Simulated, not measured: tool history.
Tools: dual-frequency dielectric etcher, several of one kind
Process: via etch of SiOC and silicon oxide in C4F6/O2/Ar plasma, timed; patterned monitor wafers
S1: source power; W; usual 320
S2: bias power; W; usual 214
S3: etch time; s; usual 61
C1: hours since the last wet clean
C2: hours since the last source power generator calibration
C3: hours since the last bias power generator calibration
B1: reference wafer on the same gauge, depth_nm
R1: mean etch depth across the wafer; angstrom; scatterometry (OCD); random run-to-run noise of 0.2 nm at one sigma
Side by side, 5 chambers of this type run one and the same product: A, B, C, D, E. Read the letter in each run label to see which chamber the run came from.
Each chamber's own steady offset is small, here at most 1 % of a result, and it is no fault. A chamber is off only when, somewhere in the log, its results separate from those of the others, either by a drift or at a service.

run   hour   S1   S2  S3     C1      C2      C3      B1      R1
 1C   11.6  320  214  61  263.9  3815.7  2896.4  63.918  667.62
      23.4  -- chamber A: source power generator calibrated
 2B   23.6  320  214  61  215.4  1745.4  2933.9  63.915  666.23
 3E   32.8  320  214  61  272.7  2192.1  1581.8  63.888  668.12
 4A   45.1  320  214  61  461.2    21.7  2274.4  63.911  672.16
 5D   55.5  320  214  61  449.7    62.4  3057.7  63.935  672.41
 6C   68.1  320  214  61  320.4  3872.2  2952.9  63.905  668.52
 7A   75.3  320  214  61  491.4    51.9  2304.6  63.880  669.88
      82.6  -- chamber C: source power generator calibrated
 8D   84.6  320  214  73  478.8    91.5  3086.8  63.893  805.92
 9E  100.7  320  214  73  340.6  2260.0  1649.7  63.880  800.61
10B  112.4  320  214  73  304.2  1834.2  3022.7  63.927  796.19
11B  122.4  320  214  73  314.2  1844.2  3032.7  63.839  796.70
12D  134.4  320  214  73  528.6   141.3  3136.6  63.910  811.13
13C  144.7  260  214  61  397.0    62.1  3029.5  63.912  617.57
14E  159.5  260  214  61  399.4  2318.8  1708.5  63.924  617.84
15A  174.3  260  214  61  590.4   150.9  2403.6  63.890  618.69
     176.0  -- chamber A: wet clean of the chamber
16B  187.8  260  214  61  379.6  1909.6  3098.1  63.843  615.02
17A  196.4  260  214  61   20.5   173.0  2425.7  63.874  621.04
18D  203.4  320  214  61  597.6   210.3  3205.6  63.918  672.84
     214.4  -- chamber C: bias power generator calibrated
19C  217.9  320  214  61  470.2   135.3     3.5  63.928  671.69
20E  230.7  320  214  61  470.6  2390.0  1779.7  63.887  671.05
21E  238.6  320  214  61  478.5  2397.9  1787.6  63.957  669.52
22C  249.6  320  214  61  501.9   167.0    35.2  63.927  671.94
     255.1  -- chamber E: wet clean of the chamber
23D  261.7  320  214  61  655.9   268.6  3263.9  63.941  677.17
24B  273.3  320  214  61  465.1  1995.1  3183.6  63.888  667.46
     276.4  -- chamber C: wet clean of the chamber
25A  287.6  320  214  61  111.7   264.2  2516.9  63.875  672.44
     294.0  -- chamber D: wet clean of the chamber
26A  301.1  320  214  61  125.2   277.7  2530.4  63.919  669.90
27D  310.8  320  214  61   16.9   317.7  3313.0  63.954  671.23
28B  325.9  320  214  61  517.7  2047.7  3236.2  63.912  666.02
29E  340.4  320  214  61   85.3  2499.7  1889.4  63.841  669.77
     350.1  -- chamber B: wet clean of the chamber
30C  353.0  320  214  61   76.6   270.4   138.6  63.913  667.02
31D  362.3  320  214  61   68.4   369.2  3364.5  63.914  671.93
32B  371.4  320  214  61   21.4  2093.2  3281.7  63.867  664.56
33A  385.3  320  214  61  209.4   361.9  2614.6  63.898  671.28
34E  396.7  320  214  61  141.6  2556.0  1945.7  63.832  670.14
35C  409.2  320  214  61  132.8   326.6   194.8  63.889  671.38

All chambers now run identical settings, listed one chamber a line with results as question marks. What results will each chamber show?
36A  420.8  320  214  61                   ?
36B  420.8  320  214  61                   ?
36C  420.8  320  214  61                   ?
36D  420.8  320  214  61                   ?
36E  420.8  320  214  61                   ?

run      R1
36A  669.17
36B  664.67
36C  669.78
36D  672.72
36E  668.49
